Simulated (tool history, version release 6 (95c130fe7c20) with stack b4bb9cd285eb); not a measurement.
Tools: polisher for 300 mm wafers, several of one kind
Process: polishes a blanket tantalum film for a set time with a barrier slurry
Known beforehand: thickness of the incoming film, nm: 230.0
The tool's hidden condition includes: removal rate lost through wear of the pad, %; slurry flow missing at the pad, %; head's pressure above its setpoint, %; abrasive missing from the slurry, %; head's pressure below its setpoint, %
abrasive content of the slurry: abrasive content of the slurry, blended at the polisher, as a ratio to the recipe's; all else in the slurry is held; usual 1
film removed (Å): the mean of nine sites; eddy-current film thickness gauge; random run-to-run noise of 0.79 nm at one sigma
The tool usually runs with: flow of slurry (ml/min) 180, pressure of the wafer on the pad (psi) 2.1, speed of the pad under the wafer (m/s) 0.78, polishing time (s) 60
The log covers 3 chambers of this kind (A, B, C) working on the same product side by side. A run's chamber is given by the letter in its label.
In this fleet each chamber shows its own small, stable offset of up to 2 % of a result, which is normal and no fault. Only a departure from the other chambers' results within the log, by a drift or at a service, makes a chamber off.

| run | hour | flow of slurry (ml/min) | pressure of the wafer on the pad (psi) | speed of the pad under the wafer (m/s) | abrasive content of the slurry | polishing time (s) | wafers polished on this pad | hours since the slurry nozzle was cleaned | hours since the head pressure was calibrated | hours since the slurry blender was calibrated | film removed (Å) |
|---|---|---|---|---|---|---|---|---|---|---|---|
| 1C | 6.7 | 180 | 2.1 | 0.78 | 1 | 60 | 598 | 274.3 | 551.6 | 264.6 | 923.11 |
| 2B | 13.1 | 180 | 2.1 | 0.78 | 1 | 60 | 227 | 552.9 | 42.8 | 223.7 | 897.07 |
|  | 14.7 | chamber C: worn pad replaced by a new one |
| 3A | 18.2 | 180 | 2.1 | 0.78 | 1 | 60 | 404 | 428.5 | 730.8 | 196.7 | 924.79 |
|  | 22.4 | chamber B: slurry blender recalibrated |
| 4C | 25.2 | 180 | 2.1 | 0.78 | 1 | 60 | 107 | 292.8 | 570.1 | 283.1 | 923.23 |
| 5A | 28.6 | 160 | 2.4 | 0.78 | 1 | 60 | 510 | 438.9 | 741.2 | 207.1 | 1027.4 |
| 6B | 33.3 | 160 | 2.4 | 0.78 | 1 | 60 | 432 | 573.1 | 63 | 11 | 1021.9 |
| 7B | 41.1 | 160 | 2.4 | 0.78 | 1 | 60 | 512 | 580.9 | 70.8 | 18.8 | 1025.6 |
|  | 43 | chamber A: worn pad replaced by a new one |
| 8A | 48.5 | 180 | 2.1 | 0.78 | 1 | 60 | 56 | 458.8 | 761.1 | 227 | 909.08 |
| 9C | 55.4 | 180 | 2.3 | 0.78 | 1 | 68 | 414 | 323 | 600.3 | 313.3 | 1149.7 |
|  | 58.5 | chamber B: worn pad replaced by a new one |
| 10B | 60.9 | 180 | 2.3 | 0.78 | 1 | 68 | 25 | 600.7 | 90.6 | 38.6 | 1125.3 |
| 11A | 67.7 | 180 | 2.3 | 0.78 | 1 | 68 | 251 | 478 | 780.3 | 246.2 | 1131 |
| 12C | 74.1 | 180 | 2.1 | 0.78 | 1 | 60 | 604 | 341.7 | 619 | 332 | 923.18 |
|  | 76.4 | chamber A: slurry blender recalibrated |
| 13A | 81 | 180 | 2.1 | 0.78 | 1 | 60 | 386 | 491.3 | 793.6 | 4.7 | 910.06 |
|  | 86.3 | chamber C: worn pad replaced by a new one |
| 14B | 88.4 | 180 | 2.1 | 0.78 | 1 | 60 | 304 | 628.2 | 118.1 | 66.1 | 903.22 |
| 15C | 93.7 | 180 | 2.1 | 0.78 | 1 | 60 | 75 | 361.3 | 638.6 | 351.6 | 914.16 |
| 16C | 99.6 | 220 | 1.4 | 0.78 | 1 | 60 | 135 | 367.2 | 644.5 | 357.5 | 636.34 |
| 17A | 104.6 | 220 | 1.4 | 0.78 | 1 | 60 | 626 | 514.9 | 817.2 | 28.3 | 617.95 |
| 18B | 109.1 | 220 | 1.4 | 0.78 | 1 | 60 | 515 | 648.9 | 138.8 | 86.8 | 605.86 |
| 19B | 113.7 | 180 | 2.1 | 0.78 | 1 | 60 | 561 | 653.5 | 143.4 | 91.4 | 903.64 |
| 20C | 118.1 | 180 | 2.1 | 0.78 | 1 | 60 | 323 | 385.7 | 663 | 376 | 933.69 |
|  | 120.6 | chamber A: worn pad replaced by a new one |
| 21A | 122 | 180 | 2.1 | 0.78 | 1 | 60 | 14 | 532.3 | 834.6 | 45.7 | 917.44 |
| 22C | 128.4 | 180 | 2.1 | 0.78 | 1 | 53 | 428 | 396 | 673.3 | 386.3 | 816.55 |
| 23A | 133 | 180 | 2.1 | 0.78 | 1 | 53 | 126 | 543.3 | 845.6 | 56.7 | 822.51 |
|  | 133.1 | chamber B: worn pad replaced by a new one |
| 24B | 137 | 180 | 2.1 | 0.78 | 1 | 53 | 40 | 676.8 | 166.7 | 114.7 | 799.86 |

Decide between three cases: one chamber stands off from its peers, the gauge reading all wafers drifts, or nothing is wrong past each chamber's small offset. Where a chamber is off, say which and what most likely put it there.

Nothing is wrong: each chamber keeps only its own small, steady offset and the gauge holds still.
